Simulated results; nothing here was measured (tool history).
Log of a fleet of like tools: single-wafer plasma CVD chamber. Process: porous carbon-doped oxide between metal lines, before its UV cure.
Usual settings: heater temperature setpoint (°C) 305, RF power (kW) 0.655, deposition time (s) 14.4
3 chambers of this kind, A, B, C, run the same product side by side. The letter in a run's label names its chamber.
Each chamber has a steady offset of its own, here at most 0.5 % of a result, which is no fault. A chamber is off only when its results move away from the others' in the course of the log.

run	hour	heater temperature setpoint (°C)	RF power (kW)	deposition time (s)	hours since the last thermocouple change	hours since the last RF generator calibration	read-back reference wafer on the same gauge, thickness_nm	mean film thickness on the monitor wafer (nm)
1A	11.7	305	0.655	14.4	44.3	123.3	78.461	93.232
2C	20.5	305	0.655	14.4	830.0	165.5	78.658	92.489
3B	27.8	305	0.655	14.4	697.8	1549.0	78.576	92.138
4C	39.0	305	0.655	14.4	848.5	184.0	78.584	92.881
5B	50.8	305	0.655	14.4	720.8	1572.0	78.571	92.964
6A	56.6	305	0.655	14.4	89.2	168.2	78.486	93.864
7A	66.1	305	0.655	14.4	98.7	177.7	78.567	92.291
8C	75.8	305	0.655	14.4	885.3	220.8	78.544	92.452
9B	85.6	305	0.655	14.4	755.6	1606.8	78.576	92.621
10C	96.3	305	0.655	14.4	905.8	241.3	78.467	93.006
11A	105.3	305	0.655	14.4	137.9	216.9	78.545	92.700
# hour 112.7: chamber B: RF generator calibrated
12B	115.5	305	0.655	14.4	785.5	2.8	78.517	93.107
13C	126.0	305	0.655	14.4	935.5	271.0	78.451	92.748
14B	133.4	305	0.655	14.4	803.4	20.7	78.512	92.454
15A	141.1	305	0.655	14.4	173.7	252.7	78.458	93.310
16B	150.3	305	0.655	14.4	820.3	37.6	78.473	92.789
17C	156.0	305	0.655	16.9	965.5	301.0	78.537	108.550
18A	164.6	305	0.655	16.9	197.2	276.2	78.534	108.290
19C	170.3	305	0.655	16.9	979.8	315.3	78.482	107.050
20A	177.3	305	0.655	14.4	209.9	288.9	78.559	93.039
21B	187.9	305	0.715	14.4	857.9	75.2	78.553	96.629
22C	193.8	305	0.715	14.4	1003.3	338.8	78.497	97.612
23B	199.4	305	0.715	14.4	869.4	86.7	78.417	97.205

Is one chamber off against the others, does the gauge drift, or is nothing wrong? If a chamber is off, say which, and what the likeliest cause is.

No chamber stands off beyond its own small offset, and the gauge holds steady.

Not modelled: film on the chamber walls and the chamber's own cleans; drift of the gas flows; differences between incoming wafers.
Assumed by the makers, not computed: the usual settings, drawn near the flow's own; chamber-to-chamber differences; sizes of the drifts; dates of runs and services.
